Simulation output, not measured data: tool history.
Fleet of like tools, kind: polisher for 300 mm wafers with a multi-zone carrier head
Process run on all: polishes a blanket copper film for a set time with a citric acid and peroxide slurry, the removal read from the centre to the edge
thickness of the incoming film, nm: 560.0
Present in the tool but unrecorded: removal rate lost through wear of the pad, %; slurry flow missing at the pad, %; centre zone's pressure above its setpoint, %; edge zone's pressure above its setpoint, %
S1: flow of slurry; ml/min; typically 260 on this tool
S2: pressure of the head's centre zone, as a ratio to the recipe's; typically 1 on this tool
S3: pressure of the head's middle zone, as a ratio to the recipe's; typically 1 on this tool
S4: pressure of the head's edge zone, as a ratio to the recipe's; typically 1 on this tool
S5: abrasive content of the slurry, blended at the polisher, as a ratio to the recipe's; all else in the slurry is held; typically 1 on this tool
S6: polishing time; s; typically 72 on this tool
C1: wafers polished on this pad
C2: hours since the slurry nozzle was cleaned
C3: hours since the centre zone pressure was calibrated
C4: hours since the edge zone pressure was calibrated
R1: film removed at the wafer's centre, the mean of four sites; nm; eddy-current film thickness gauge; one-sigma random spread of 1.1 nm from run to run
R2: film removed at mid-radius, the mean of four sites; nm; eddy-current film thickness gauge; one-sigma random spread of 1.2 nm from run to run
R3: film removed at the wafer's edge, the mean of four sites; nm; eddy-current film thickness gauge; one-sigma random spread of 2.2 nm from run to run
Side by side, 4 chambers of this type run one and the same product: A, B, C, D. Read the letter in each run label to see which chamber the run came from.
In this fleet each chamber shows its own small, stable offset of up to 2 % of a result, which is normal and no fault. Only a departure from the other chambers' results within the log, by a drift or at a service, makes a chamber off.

| run | hour | S1 | S2 | S3 | S4 | S5 | S6 | C1 | C2 | C3 | C4 | R1 | R2 | R3 |
|---|---|---|---|---|---|---|---|---|---|---|---|---|---|---|
|  | 8.2 | chamber B: slurry nozzle cleaned |
| 1A | 10.7 | 260 | 1 | 1 | 1 | 1 | 72 | 1247 | 407.4 | 487.3 | 114.4 | 148.26 | 152.19 | 150.29 |
|  | 14.3 | chamber A: worn pad replaced by a new one |
| 2D | 17.7 | 260 | 1 | 1 | 1 | 1 | 72 | 412 | 286.4 | 306 | 1131.7 | 147.04 | 148.96 | 151.23 |
| 3C | 28.5 | 260 | 1 | 1 | 1 | 1 | 72 | 742 | 120.3 | 108.8 | 271.9 | 153.26 | 151.25 | 153.67 |
| 4B | 39.1 | 260 | 1 | 1 | 1 | 1 | 72 | 704 | 30.9 | 195.2 | 466.1 | 153 | 151.16 | 154.61 |
|  | 42.1 | chamber C: worn pad replaced by a new one |
|  | 51 | chamber B: worn pad replaced by a new one |
| 5B | 53.1 | 260 | 1 | 1 | 1 | 1 | 72 | 25 | 44.9 | 209.2 | 480.1 | 151.96 | 153.54 | 152.55 |
| 6D | 60.5 | 260 | 1 | 1 | 1 | 1 | 72 | 914 | 329.2 | 348.8 | 1174.5 | 150.82 | 151.1 | 153.35 |
| 7A | 69 | 260 | 1 | 1 | 1 | 1 | 72 | 641 | 465.7 | 545.6 | 172.7 | 149.38 | 151.82 | 152.56 |
| 8C | 80.2 | 260 | 1 | 1 | 1.11 | 1 | 72 | 447 | 172 | 160.5 | 323.6 | 150.98 | 151.46 | 157.43 |
|  | 86.4 | chamber D: slurry nozzle cleaned |
| 9C | 89.7 | 260 | 1 | 1 | 1.11 | 1 | 72 | 558 | 181.5 | 170 | 333.1 | 152.27 | 151.71 | 161.04 |
| 10D | 99.5 | 260 | 1 | 1 | 1.11 | 1 | 72 | 1371 | 13.2 | 387.8 | 1213.5 | 148.14 | 149.76 | 157.19 |
| 11B | 106.9 | 260 | 1 | 1 | 1.11 | 1 | 72 | 656 | 98.7 | 263 | 533.9 | 153.84 | 151.01 | 160.43 |
|  | 107 | chamber C: worn pad replaced by a new one |
| 12A | 114.3 | 260 | 1 | 1 | 1 | 1 | 72 | 1173 | 511 | 590.9 | 218 | 148.03 | 152.04 | 148.46 |
|  | 120.7 | chamber A: worn pad replaced by a new one |
| 13A | 124.2 | 260 | 1 | 1 | 1.05 | 1 | 50 | 41 | 520.9 | 600.8 | 227.9 | 103.35 | 105.45 | 108.02 |
|  | 127.3 | chamber B: worn pad replaced by a new one |
| 14D | 137.7 | 260 | 1 | 1 | 1.05 | 1 | 50 | 1819 | 51.4 | 426 | 1251.7 | 102.95 | 103.2 | 106.52 |
| 15B | 146.4 | 260 | 1 | 1 | 1.05 | 1 | 50 | 224 | 138.2 | 302.5 | 573.4 | 105.79 | 105.33 | 107.36 |
| 16C | 158.1 | 260 | 1 | 1 | 1.05 | 1 | 50 | 599 | 249.9 | 238.4 | 401.5 | 104.58 | 105.32 | 105.13 |
| 17B | 165.9 | 260 | 1 | 1 | 1 | 1 | 72 | 453 | 157.7 | 322 | 592.9 | 153.08 | 152.98 | 153.02 |
|  | 177.5 | chamber C: worn pad replaced by a new one |
| 18D | 179.7 | 315 | 1 | 1 | 1 | 1 | 48 | 2312 | 93.4 | 468 | 1293.7 | 99.539 | 101.52 | 105.27 |
| 19A | 186.4 | 315 | 1 | 1 | 1 | 1 | 48 | 771 | 583.1 | 663 | 290.1 | 101.14 | 103.31 | 103.68 |
| 20C | 194.5 | 315 | 1 | 1 | 1 | 1 | 48 | 199 | 286.3 | 274.8 | 437.9 | 103.4 | 102.36 | 102.99 |
|  | 195.1 | chamber B: worn pad replaced by a new one |
| 21C | 204.5 | 315 | 1 | 1 | 1 | 1 | 48 | 316 | 296.3 | 284.8 | 447.9 | 104.51 | 103.07 | 101.89 |
|  | 212.8 | chamber A: worn pad replaced by a new one |
| 22B | 212.9 | 260 | 1 | 1 | 1 | 1 | 72 | 209 | 204.7 | 369 | 639.9 | 152.98 | 148.83 | 154.09 |
| 23D | 221 | 260 | 1 | 1 | 1 | 1 | 72 | 2796 | 134.7 | 509.3 | 1335 | 146.72 | 144.73 | 148.66 |
|  | 224.9 | chamber A: centre zone pressure recalibrated |
| 24A | 232.5 | 260 | 1 | 1 | 1 | 1 | 72 | 231 | 629.2 | 7.6 | 336.2 | 149.42 | 150.93 | 149.86 |
| 25B | 240 | 260 | 1 | 1 | 1 | 1 | 72 | 527 | 231.8 | 396.1 | 667 | 150.24 | 152.14 | 152.94 |
| 26D | 251.2 | 260 | 1 | 1 | 1 | 1 | 72 | 3150 | 164.9 | 539.5 | 1365.2 | 143.58 | 145.11 | 144.79 |
|  | 257.6 | chamber C: worn pad replaced by a new one |
| 27C | 263.6 | 260 | 1 | 1 | 1 | 1 | 72 | 70 | 355.4 | 343.9 | 507 | 153.57 | 151.31 | 151.2 |
| 28A | 273.5 | 260 | 1 | 1 | 1 | 1 | 72 | 712 | 670.2 | 48.6 | 377.2 | 148.89 | 151.23 | 149.97 |
| 29A | 286.4 | 260 | 1 | 1 | 1 | 1 | 72 | 863 | 683.1 | 61.5 | 390.1 | 149.58 | 151.22 | 150.54 |

Predict what each chamber gives when all 4 of them run the settings below next.
| 30A | 297.1 | 260 | 1 | 1 | 1 | 0.75 | 72 |  |  |  |  | ? | ? | ? |
| 30B | 297.1 | 260 | 1 | 1 | 1 | 0.75 | 72 |  |  |  |  | ? | ? | ? |
| 30C | 297.1 | 260 | 1 | 1 | 1 | 0.75 | 72 |  |  |  |  | ? | ? | ? |
| 30D | 297.1 | 260 | 1 | 1 | 1 | 0.75 | 72 |  |  |  |  | ? | ? | ? |

| run | R1 | R2 | R3 |
|---|---|---|---|
| 30A | 140.71 | 141.42 | 144.46 |
| 30B | 144.78 | 142.57 | 142.89 |
| 30C | 141.44 | 141.87 | 142.77 |
| 30D | 133.05 | 136.71 | 137.71 |

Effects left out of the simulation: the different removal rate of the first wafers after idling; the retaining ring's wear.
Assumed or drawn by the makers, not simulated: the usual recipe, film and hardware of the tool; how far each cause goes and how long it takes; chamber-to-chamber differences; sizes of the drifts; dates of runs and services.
